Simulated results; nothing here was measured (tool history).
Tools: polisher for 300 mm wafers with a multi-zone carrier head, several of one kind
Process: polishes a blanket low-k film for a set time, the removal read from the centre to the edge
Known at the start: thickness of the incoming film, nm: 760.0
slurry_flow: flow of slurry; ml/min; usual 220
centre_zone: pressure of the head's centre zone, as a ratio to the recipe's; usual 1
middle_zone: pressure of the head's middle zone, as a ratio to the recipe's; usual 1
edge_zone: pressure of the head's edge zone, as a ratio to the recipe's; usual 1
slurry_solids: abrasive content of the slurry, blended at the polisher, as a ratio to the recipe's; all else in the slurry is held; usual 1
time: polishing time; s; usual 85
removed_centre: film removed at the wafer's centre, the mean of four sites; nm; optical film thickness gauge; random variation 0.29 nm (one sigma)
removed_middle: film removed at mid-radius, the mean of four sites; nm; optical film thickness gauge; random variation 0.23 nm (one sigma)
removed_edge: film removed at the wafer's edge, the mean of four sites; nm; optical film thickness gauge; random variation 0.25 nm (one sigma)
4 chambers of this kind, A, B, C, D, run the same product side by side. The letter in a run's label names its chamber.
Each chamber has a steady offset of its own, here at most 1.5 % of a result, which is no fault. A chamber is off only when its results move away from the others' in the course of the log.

run   hour  slurry_flow  centre_zone  middle_zone  edge_zone  slurry_solids  time  wafers polished on this pad  hours since the slurry nozzle was cleaned  hours since the centre zone pressure was calibrated  hours since the edge zone pressure was calibrated  removed_centre  removed_middle  removed_edge
       5.1  -- chamber C: worn pad replaced by a new one
 1C   10.9          220            1            1          1              1    85                           66                                      467.5                                                138.2                                              432.9           26.83          26.319        26.606
      16.3  -- chamber B: edge zone pressure recalibrated
 2A   17.9          220            1            1          1              1    85                          362                                        427                                                549.3                                                488          26.557          26.457        26.461
 3D   25.7          220            1            1          1              1    85                         1122                                      255.5                                                 1041                                               90.7          26.371           26.55        26.007
      29.5  -- chamber B: worn pad replaced by a new one
      34.4  -- chamber D: worn pad replaced by a new one
 4B   35.2          220            1            1          1              1    85                           65                                      201.1                                                858.8                                                 19          26.784          26.478        26.132
 5C   48.7          220            1            1          1              1    85                          496                                      505.3                                                  176                                              470.7          26.897          25.946        26.273
 6B   58.1          220            1            1          1              1    85                          325                                        224                                                881.7                                               41.9          26.303          26.488         25.99
      63.5  -- chamber A: worn pad replaced by a new one
 7A   69.9          220            1            1          1              1    85                           73                                        479                                                601.3                                                540          26.173          26.272        26.646
      73.9  -- chamber C: worn pad replaced by a new one
 8D   83.4          175            1            1          1              1    85                          557                                      313.2                                               1098.7                                              148.4          25.357           25.12         25.78
 9A   93.4          175            1            1          1              1    85                          340                                      502.5                                                624.8                                              563.5          25.313          25.272        25.819
      99.1  -- chamber C: edge zone pressure recalibrated
10B  102.4          175            1            1          1              1    85                          828                                      268.3                                                  926                                               86.2          25.567          25.322        25.468
     103.5  -- chamber B: centre zone pressure recalibrated
11D  112.4          175            1            1          1              1    85                          886                                      342.2                                               1127.7                                              177.4          25.284          25.811        25.146
     113.4  -- chamber A: centre zone pressure recalibrated
12C    124          220            1            1          1              1    85                          570                                      580.6                                                251.3                                               24.9          26.618          26.189        26.558
     126.5  -- chamber D: worn pad replaced by a new one
     131.6  -- chamber B: worn pad replaced by a new one
     131.7  -- chamber A: worn pad replaced by a new one
13B  131.7          220            1            1          1              1    85                            2                                      297.6                                                 28.3                                              115.5          26.502          26.277         26.42
14C  142.7          220            1         0.91          1           0.85    85                          782                                      599.3                                                  270                                               43.6          25.057          22.362         24.78
     151.7  -- chamber C: worn pad replaced by a new one
15D  153.1          220            1         0.91          1           0.85    85                          302                                      382.9                                               1168.4                                              218.1           24.16           22.92        24.068
16A  161.5          220            1         0.91          1           0.85    85                          339                                      570.6                                                 48.2                                              631.6          21.725          22.019        24.785
17A  169.1          220            1         0.91          1           0.85    85                          425                                      578.2                                                 55.8                                              639.2          21.719          22.485        24.612
18D  177.5          220            1            1          1              1    85                          579                                      407.3                                               1192.8                                              242.5          25.822          26.304         26.12
19B  190.7          220            1            1          1              1    85                          672                                      356.6                                                 87.3                                              174.5          26.321          25.995        25.939
     200.5  -- chamber A: worn pad replaced by a new one
20C  201.5          220            1            1          1              1    85                          566                                      658.1                                                328.8                                              102.4          27.136          25.735        26.267
     204.7  -- chamber D: centre zone pressure recalibrated
21A  209.3          220            1            1       0.96            0.9    85                          100                                      618.4                                                   96                                              679.4          22.166          25.077         24.11
     209.5  -- chamber D: worn pad replaced by a new one
     211.7  -- chamber C: worn pad replaced by a new one
22D  217.5          220            1            1       0.96            0.9    85                           91                                      447.3                                                 12.9                                              282.5          25.245          24.784          24.5
23C  227.8          220            1            1       0.96            0.9    85                          183                                      684.4                                                355.1                                              128.7          25.899          24.526        24.221
24B  237.4          220            1            1       0.96            0.9    85                         1203                                      403.3                                                  134                                              221.2          24.574          25.188        24.607
     242.3  -- chamber A: slurry nozzle cleaned
25A  251.6          220            1            1          1              1    85                          580                                        9.4                                                138.3                                              721.7          24.178          26.133        26.439
     256.5  -- chamber B: worn pad replaced by a new one
26C  264.4          220         1.05            1          1              1    85                          599                                        721                                                391.7                                              165.3          28.137          25.916        26.453
     271.3  -- chamber A: worn pad replaced by a new one
27D  277.7          220         1.05            1          1              1    85                          775                                      507.5                                                 73.1                                              342.7          27.376          25.918        26.368
     289.6  -- chamber C: worn pad replaced by a new one
28B  290.2          220         1.05            1          1              1    85                          383                                      456.1                                                186.8                                                274          27.647          26.661        26.557
29C  301.6          220         1.05            1          1              1    85                          137                                      758.2                                                428.9                                              202.5          28.203          26.167        26.694
30A    308          220            1            1          1              1    85                          417                                       65.8                                                194.7                                              778.1          23.395          26.629        26.436
       309  -- chamber D: worn pad replaced by a new one
31B  320.6          220            1            1          1              1    85                          729                                      486.5                                                217.2                                              304.4          26.532          26.211        26.492
32D  334.5          220            1            1          1              1    85                          290                                      564.3                                                129.9                                              399.5          26.247          26.268        25.992
33D  346.1          220            1            1          1              1    85                          422                                      575.9                                                141.5                                              411.1          26.221          26.299         26.16

Next, every chamber runs the same settings. What will each give?
34A  356.4          220            1            1          1              1   107                                                                                                                                                                                               ?               ?             ?
34B  356.4          220            1            1          1              1   107                                                                                                                                                                                               ?               ?             ?
34C  356.4          220            1            1          1              1   107                                                                                                                                                                                               ?               ?             ?
34D  356.4          220            1            1          1              1   107                                                                                                                                                                                               ?               ?             ?

run  removed_centre  removed_middle  removed_edge
34A           30.01          33.276         33.29
34B          32.962          32.839        32.491
34C          33.037          33.124        33.209
34D          32.789          32.996        32.903
